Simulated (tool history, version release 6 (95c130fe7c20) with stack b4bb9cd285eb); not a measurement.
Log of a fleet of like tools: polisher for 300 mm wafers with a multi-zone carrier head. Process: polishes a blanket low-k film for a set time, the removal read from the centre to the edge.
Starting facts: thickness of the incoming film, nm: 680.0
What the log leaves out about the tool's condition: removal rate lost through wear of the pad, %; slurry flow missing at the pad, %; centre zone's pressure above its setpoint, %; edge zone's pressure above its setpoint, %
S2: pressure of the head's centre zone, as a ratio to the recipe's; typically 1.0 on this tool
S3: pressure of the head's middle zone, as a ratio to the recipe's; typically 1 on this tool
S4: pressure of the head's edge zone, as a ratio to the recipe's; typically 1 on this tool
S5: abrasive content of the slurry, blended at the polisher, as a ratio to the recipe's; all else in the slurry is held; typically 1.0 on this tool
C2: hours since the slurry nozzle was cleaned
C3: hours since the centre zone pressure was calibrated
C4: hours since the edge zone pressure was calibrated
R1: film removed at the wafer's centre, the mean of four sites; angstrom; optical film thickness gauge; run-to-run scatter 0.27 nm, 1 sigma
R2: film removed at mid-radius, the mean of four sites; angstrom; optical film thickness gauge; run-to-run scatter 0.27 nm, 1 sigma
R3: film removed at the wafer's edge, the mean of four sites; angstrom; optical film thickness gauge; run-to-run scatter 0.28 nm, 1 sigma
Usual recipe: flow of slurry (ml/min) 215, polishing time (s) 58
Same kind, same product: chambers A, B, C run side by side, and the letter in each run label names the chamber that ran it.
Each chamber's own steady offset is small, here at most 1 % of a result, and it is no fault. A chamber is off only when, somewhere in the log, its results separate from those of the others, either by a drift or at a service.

{"run": "1B", "day": 0.308, "flow of slurry (ml/min)": 215, "S2": 1.0, "S3": 1, "S4": 1, "S5": 1.0, "polishing time (s)": 58, "wafers polished on this pad": 719, "C2": 133.7, "C3": 212.9, "C4": 93.7, "R1": 221.25, "R2": 226.67, "R3": 221.72}
{"run": "2A", "day": 0.471, "flow of slurry (ml/min)": 215, "S2": 1.0, "S3": 1, "S4": 1, "S5": 1.0, "polishing time (s)": 58, "wafers polished on this pad": 306, "C2": 198.8, "C3": 322.5, "C4": 163.6, "R1": 220.3, "R2": 223.45, "R3": 219.88}
{"run": "3C", "day": 0.792, "flow of slurry (ml/min)": 215, "S2": 1.0, "S3": 1, "S4": 1, "S5": 1.0, "polishing time (s)": 58, "wafers polished on this pad": 539, "C2": 671.4, "C3": 148.1, "C4": 659.9, "R1": 225.34, "R2": 217.96, "R3": 225.24}
{"run": "4B", "day": 1.117, "flow of slurry (ml/min)": 215, "S2": 1.0, "S3": 1, "S4": 1, "S5": 1.0, "polishing time (s)": 58, "wafers polished on this pad": 970, "C2": 153.1, "C3": 232.3, "C4": 113.1, "R1": 226.61, "R2": 222.95, "R3": 224.51}
{"day": 1.162, "done": "chamber A: worn pad replaced by a new one"}
{"day": 1.171, "done": "chamber B: worn pad replaced by a new one"}
{"run": "5C", "day": 1.479, "flow of slurry (ml/min)": 215, "S2": 1.0, "S3": 1, "S4": 1, "S5": 1.0, "polishing time (s)": 58, "wafers polished on this pad": 752, "C2": 687.9, "C3": 164.6, "C4": 676.4, "R1": 221.45, "R2": 221.05, "R3": 218.18}
{"run": "6A", "day": 1.683, "flow of slurry (ml/min)": 215, "S2": 1.0, "S3": 1, "S4": 1, "S5": 1.0, "polishing time (s)": 58, "wafers polished on this pad": 161, "C2": 227.9, "C3": 351.6, "C4": 192.7, "R1": 219.56, "R2": 220.41, "R3": 222.12}
{"run": "7B", "day": 1.954, "flow of slurry (ml/min)": 215, "S2": 1.0, "S3": 1, "S4": 1, "S5": 1.0, "polishing time (s)": 58, "wafers polished on this pad": 243, "C2": 173.2, "C3": 252.4, "C4": 133.2, "R1": 225.14, "R2": 221.84, "R3": 226.53}
{"run": "8C", "day": 2.258, "flow of slurry (ml/min)": 215, "S2": 1.0, "S3": 1, "S4": 1, "S5": 1.0, "polishing time (s)": 58, "wafers polished on this pad": 994, "C2": 706.6, "C3": 183.3, "C4": 695.1, "R1": 219.31, "R2": 222.92, "R3": 224.29}
{"run": "9A", "day": 2.438, "flow of slurry (ml/min)": 215, "S2": 1.0, "S3": 1, "S4": 1, "S5": 1.0, "polishing time (s)": 58, "wafers polished on this pad": 395, "C2": 246.0, "C3": 369.7, "C4": 210.8, "R1": 224.51, "R2": 221.65, "R3": 222.53}
{"run": "10B", "day": 2.638, "flow of slurry (ml/min)": 215, "S2": 1.0, "S3": 1, "S4": 1, "S5": 1.0, "polishing time (s)": 58, "wafers polished on this pad": 455, "C2": 189.6, "C3": 268.8, "C4": 149.6, "R1": 228.94, "R2": 221.54, "R3": 227.79}
{"day": 2.683, "done": "chamber A: worn pad replaced by a new one"}
{"run": "11A", "day": 2.938, "flow of slurry (ml/min)": 215, "S2": 1.0, "S3": 1, "S4": 1, "S5": 1.0, "polishing time (s)": 58, "wafers polished on this pad": 79, "C2": 258.0, "C3": 381.7, "C4": 222.8, "R1": 214.0, "R2": 221.48, "R3": 220.4}
{"day": 3.238, "done": "chamber C: worn pad replaced by a new one"}
{"run": "12C", "day": 3.283, "flow of slurry (ml/min)": 215, "S2": 1.0, "S3": 1, "S4": 1, "S5": 1.0, "polishing time (s)": 58, "wafers polished on this pad": 14, "C2": 731.2, "C3": 207.9, "C4": 719.7, "R1": 219.92, "R2": 220.34, "R3": 218.47}
{"run": "13B", "day": 3.533, "flow of slurry (ml/min)": 215, "S2": 1.0, "S3": 1, "S4": 1, "S5": 1.0, "polishing time (s)": 58, "wafers polished on this pad": 733, "C2": 211.1, "C3": 290.3, "C4": 171.1, "R1": 225.34, "R2": 220.84, "R3": 220.64}
{"run": "14C", "day": 3.804, "flow of slurry (ml/min)": 215, "S2": 1.0, "S3": 1, "S4": 1, "S5": 1.0, "polishing time (s)": 58, "wafers polished on this pad": 175, "C2": 743.7, "C3": 220.4, "C4": 732.2, "R1": 218.68, "R2": 218.05, "R3": 223.33}
{"run": "15A", "day": 4.017, "flow of slurry (ml/min)": 215, "S2": 1.0, "S3": 1, "S4": 1, "S5": 0.9, "polishing time (s)": 77, "wafers polished on this pad": 414, "C2": 283.9, "C3": 407.6, "C4": 248.7, "R1": 282.73, "R2": 278.61, "R3": 278.38}
{"run": "16A", "day": 4.221, "flow of slurry (ml/min)": 215, "S2": 1.0, "S3": 1, "S4": 1, "S5": 0.9, "polishing time (s)": 77, "wafers polished on this pad": 477, "C2": 288.8, "C3": 412.5, "C4": 253.6, "R1": 281.96, "R2": 279.75, "R3": 282.36}
{"run": "17C", "day": 4.446, "flow of slurry (ml/min)": 215, "S2": 1.0, "S3": 1, "S4": 1, "S5": 0.9, "polishing time (s)": 77, "wafers polished on this pad": 374, "C2": 759.1, "C3": 235.8, "C4": 747.6, "R1": 281.81, "R2": 284.44, "R3": 281.91}
{"day": 4.529, "done": "chamber A: worn pad replaced by a new one"}
{"day": 4.629, "done": "chamber B: worn pad replaced by a new one"}
{"run": "18B", "day": 4.783, "flow of slurry (ml/min)": 215, "S2": 1.0, "S3": 1, "S4": 1, "S5": 1.0, "polishing time (s)": 58, "wafers polished on this pad": 47, "C2": 241.1, "C3": 320.3, "C4": 201.1, "R1": 228.81, "R2": 220.26, "R3": 225.4}
{"run": "19C", "day": 5.038, "flow of slurry (ml/min)": 215, "S2": 1.0, "S3": 1, "S4": 1, "S5": 1.0, "polishing time (s)": 58, "wafers polished on this pad": 558, "C2": 773.3, "C3": 250.0, "C4": 761.8, "R1": 220.0, "R2": 224.36, "R3": 223.54}
{"day": 5.112, "done": "chamber C: slurry nozzle cleaned"}
{"run": "20B", "day": 5.238, "flow of slurry (ml/min)": 215, "S2": 1.0, "S3": 1, "S4": 1, "S5": 1.0, "polishing time (s)": 58, "wafers polished on this pad": 188, "C2": 252.0, "C3": 331.2, "C4": 212.0, "R1": 234.52, "R2": 223.39, "R3": 220.56}
{"run": "21A", "day": 5.488, "flow of slurry (ml/min)": 215, "S2": 1.0, "S3": 1, "S4": 1, "S5": 1.0, "polishing time (s)": 58, "wafers polished on this pad": 298, "C2": 319.2, "C3": 442.9, "C4": 284.0, "R1": 223.92, "R2": 219.05, "R3": 223.47}
{"run": "22A", "day": 5.717, "flow of slurry (ml/min)": 215, "S2": 1.0, "S3": 1, "S4": 1, "S5": 1.0, "polishing time (s)": 58, "wafers polished on this pad": 369, "C2": 324.7, "C3": 448.4, "C4": 289.5, "R1": 224.31, "R2": 223.59, "R3": 223.79}
{"day": 6.0, "done": "chamber A: worn pad replaced by a new one"}
{"run": "23C", "day": 6.033, "flow of slurry (ml/min)": 215, "S2": 1.0, "S3": 1, "S4": 1, "S5": 1.0, "polishing time (s)": 58, "wafers polished on this pad": 867, "C2": 22.1, "C3": 273.9, "C4": 785.7, "R1": 222.83, "R2": 221.74, "R3": 223.27}
{"run": "24B", "day": 6.304, "flow of slurry (ml/min)": 215, "S2": 1.0, "S3": 1, "S4": 1, "S5": 1.0, "polishing time (s)": 58, "wafers polished on this pad": 519, "C2": 277.6, "C3": 356.8, "C4": 237.6, "R1": 234.94, "R2": 215.75, "R3": 225.2}
{"day": 6.592, "done": "chamber B: slurry nozzle cleaned"}
{"run": "25B", "day": 6.596, "flow of slurry (ml/min)": 215, "S2": 1.0, "S3": 1, "S4": 1, "S5": 1.0, "polishing time (s)": 58, "wafers polished on this pad": 610, "C2": 0.1, "C3": 363.8, "C4": 244.6, "R1": 236.22, "R2": 221.22, "R3": 221.09}
{"run": "26A", "day": 6.783, "flow of slurry (ml/min)": 215, "S2": 1.0, "S3": 1, "S4": 1, "S5": 1.0, "polishing time (s)": 58, "wafers polished on this pad": 244, "C2": 350.3, "C3": 474.0, "C4": 315.1, "R1": 220.28, "R2": 223.61, "R3": 222.61}
{"day": 6.854, "done": "chamber C: worn pad replaced by a new one"}
{"run": "27C", "day": 7.062, "flow of slurry (ml/min)": 215, "S2": 1.0, "S3": 1, "S4": 1, "S5": 1.0, "polishing time (s)": 58, "wafers polished on this pad": 65, "C2": 46.8, "C3": 298.6, "C4": 810.4, "R1": 222.78, "R2": 216.8, "R3": 223.42}
{"run": "28C", "day": 7.388, "flow of slurry (ml/min)": 215, "S2": 1.0, "S3": 1, "S4": 1, "S5": 1.0, "polishing time (s)": 58, "wafers polished on this pad": 166, "C2": 54.6, "C3": 306.4, "C4": 818.2, "R1": 221.26, "R2": 217.91, "R3": 220.48}
{"day": 7.479, "done": "chamber A: worn pad replaced by a new one"}
{"run": "29B", "day": 7.625, "flow of slurry (ml/min)": 215, "S2": 1.0, "S3": 1, "S4": 1, "S5": 1.0, "polishing time (s)": 58, "wafers polished on this pad": 929, "C2": 24.8, "C3": 388.5, "C4": 269.3, "R1": 238.33, "R2": 219.98, "R3": 218.44}
{"day": 7.754, "done": "chamber B: worn pad replaced by a new one"}
{"run": "30A", "day": 7.85, "flow of slurry (ml/min)": 215, "S2": 1.0, "S3": 1, "S4": 1, "S5": 1.0, "polishing time (s)": 58, "wafers polished on this pad": 115, "C2": 375.9, "C3": 499.6, "C4": 340.7, "R1": 224.71, "R2": 220.25, "R3": 220.97}
{"run": "31B", "day": 8.183, "flow of slurry (ml/min)": 265, "S2": 0.9, "S3": 1, "S4": 1, "S5": 1.0, "polishing time (s)": 58, "wafers polished on this pad": 133, "C2": 38.2, "C3": 401.9, "C4": 282.7, "R1": 219.31, "R2": 229.34, "R3": 224.03}
{"run": "32C", "day": 8.35, "flow of slurry (ml/min)": 265, "S2": 0.9, "S3": 1, "S4": 1, "S5": 1.0, "polishing time (s)": 58, "wafers polished on this pad": 464, "C2": 77.7, "C3": 329.5, "C4": 841.3, "R1": 199.44, "R2": 224.19, "R3": 228.13}
{"run": "33A", "day": 8.6, "flow of slurry (ml/min)": 265, "S2": 0.9, "S3": 1, "S4": 1, "S5": 1.0, "polishing time (s)": 58, "wafers polished on this pad": 348, "C2": 393.9, "C3": 517.6, "C4": 358.7, "R1": 203.11, "R2": 226.85, "R3": 228.09}

Decide between three cases: one chamber stands off from its peers, the gauge reading all wafers drifts, or nothing is wrong past each chamber's small offset. Where a chamber is off, say which and what most likely put it there.

It is chamber B that slowly wanders off from its peers.
Likeliest cause: centre zone's pressure above its setpoint, % = 7.68.

Here are 4 candidates for chamber B's next run, each the usual settings with a change, their results left as question marks. Which one brings its results back in line with what the others give on the usual settings?
In line here means within this much of the mean the other chambers give on the usual settings: R1 9.30 angstrom; R2 9.40 angstrom; R3 9.70 angstrom
{"run": "34B-1", "day": 8.862, "flow of slurry (ml/min)": 205, "S2": 0.87, "S3": 1.02, "S4": 1.05, "S5": 1.0, "polishing time (s)": 57, "R1": "?", "R2": "?", "R3": "?"}
{"run": "34B-2", "day": 8.862, "flow of slurry (ml/min)": 210, "S2": 0.93, "S3": 1.01, "S4": 1.03, "S5": 1.0, "polishing time (s)": 58, "R1": "?", "R2": "?", "R3": "?"}
{"run": "34B-3", "day": 8.862, "flow of slurry (ml/min)": 225, "S2": 1.13, "S3": 0.98, "S4": 0.95, "S5": 1.0, "polishing time (s)": 59, "R1": "?", "R2": "?", "R3": "?"}
{"run": "34B-4", "day": 8.862, "flow of slurry (ml/min)": 220, "S2": 1.07, "S3": 0.99, "S4": 0.97, "S5": 1.0, "polishing time (s)": 58, "R1": "?", "R2": "?", "R3": "?"}

Mean of the other chambers on the usual settings: R1 221.84 angstrom; R2 222.13 angstrom; R3 223.38 angstrom
run=34B-1 R1=203.68 R2=223.18 R3=223.44
run=34B-2 R1=223.56 R2=225.70 R3=225.59
run=34B-3 R1=282.91 R2=225.07 R3=221.45
run=34B-4 R1=261.59 R2=222.77 R3=219.57
The right change is 34B-2: it brings the chamber back within the allowed miss of the others.
